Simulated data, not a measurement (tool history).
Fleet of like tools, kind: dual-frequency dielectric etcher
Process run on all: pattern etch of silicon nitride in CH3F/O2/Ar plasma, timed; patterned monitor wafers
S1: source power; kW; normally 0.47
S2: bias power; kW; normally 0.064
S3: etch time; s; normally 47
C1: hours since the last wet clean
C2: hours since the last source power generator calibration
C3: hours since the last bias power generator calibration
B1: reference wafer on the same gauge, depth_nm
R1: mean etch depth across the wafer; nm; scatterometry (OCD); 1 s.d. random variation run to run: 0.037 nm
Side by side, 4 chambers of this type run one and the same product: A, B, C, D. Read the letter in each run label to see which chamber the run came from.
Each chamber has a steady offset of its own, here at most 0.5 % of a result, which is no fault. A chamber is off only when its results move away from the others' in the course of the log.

run,hour,S1,S2,S3,C1,C2,C3,B1,R1
1B,11.8,0.47,0.064,47,439.6,718.8,1491.3,35.997,33.653
# hour 19.7: chamber C: wet clean of the chamber
2C,20.7,0.47,0.064,47,1,3575.6,1223.6,36.005,33.587
3A,31.4,0.47,0.064,47,448.3,3588,2777,36.025,33.706
4D,38.6,0.47,0.064,47,245.1,679.7,2621.1,36.02,33.705
5C,45.1,0.47,0.064,47,25.4,3600,1248,36.022,33.603
6D,52.1,0.51,0.051,47,258.6,693.2,2634.6,36.021,32.414
7A,58.3,0.51,0.051,47,475.2,3614.9,2803.9,36.032,32.357
# hour 64.4: chamber B: wet clean of the chamber
8B,66.8,0.51,0.051,47,2.5,773.8,1546.3,36.039,32.219
9C,72.8,0.51,0.051,47,53.1,3627.7,1275.7,36.039,32.236
10A,83.8,0.47,0.064,47,500.7,3640.4,2829.4,36.038,33.73
11D,91.4,0.47,0.07,47,297.9,732.5,2673.9,36.053,34.756
12B,97.7,0.47,0.07,47,33.4,804.7,1577.2,36.045,34.661
13C,104.5,0.47,0.07,47,84.8,3659.4,1307.4,36.057,34.635
# hour 105.1: chamber A: wet clean of the chamber
14D,112.2,0.47,0.07,47,318.7,753.3,2694.7,36.06,34.8
15B,122.2,0.47,0.064,47,57.9,829.2,1601.7,36.053,33.634
16A,132.5,0.47,0.064,47,27.5,3689.1,2878.1,36.077,33.701
17A,138.5,0.47,0.064,47,33.5,3695.1,2884.1,36.053,33.754
18C,149.3,0.47,0.064,47,129.6,3704.2,1352.2,36.074,33.637
19D,161.2,0.47,0.064,47,367.7,802.3,2743.7,36.081,33.782
20B,172.4,0.47,0.064,47,108.1,879.4,1651.9,36.09,33.689
21D,182.4,0.47,0.064,47,388.9,823.5,2764.9,36.093,33.744
22A,191.3,0.47,0.064,47,86.3,3747.9,2936.9,36.09,33.788
23C,201.4,0.47,0.064,47,181.7,3756.3,1404.3,36.097,33.679
24B,211.7,0.47,0.064,47,147.4,918.7,1691.2,36.1,33.676
25D,223.2,0.47,0.064,47,429.7,864.3,2805.7,36.114,33.779
26A,234.4,0.47,0.064,47,129.4,3791,2980,36.117,33.756
27C,240.2,0.47,0.064,47,220.5,3795.1,1443.1,36.135,33.705
# hour 244.8: chamber D: bias power generator calibrated
28B,248.7,0.47,0.064,47,184.4,955.7,1728.2,36.117,33.711
29C,256.2,0.47,0.064,47,236.5,3811.1,1459.1,36.127,33.632
30D,261.3,0.37,0.064,59,467.8,902.4,16.5,36.126,38.793
31B,270.8,0.37,0.064,59,206.5,977.8,1750.3,36.122,38.597
32A,277.2,0.37,0.064,59,172.2,3833.8,3022.8,36.135,38.737
33B,285.4,0.37,0.064,59,221.1,992.4,1764.9,36.148,38.608
34C,293.2,0.47,0.064,47,273.5,3848.1,1496.1,36.151,33.73
# hour 295.8: chamber A: bias power generator calibrated
35A,303.7,0.47,0.064,47,198.7,3860.3,7.9,36.152,33.829
36D,310.6,0.47,0.058,47,517.1,951.7,65.8,36.146,32.762

Has any chamber moved away from the others, gradually or after a service, or does the common gauge drift, or do the chambers differ only by their own small steady offsets? State the chamber and the most likely cause if one applies.

Gauge drift. The chambers move together only on paper, and none stands off.
Most likely cause: gauge reads high (%) = 0.449.
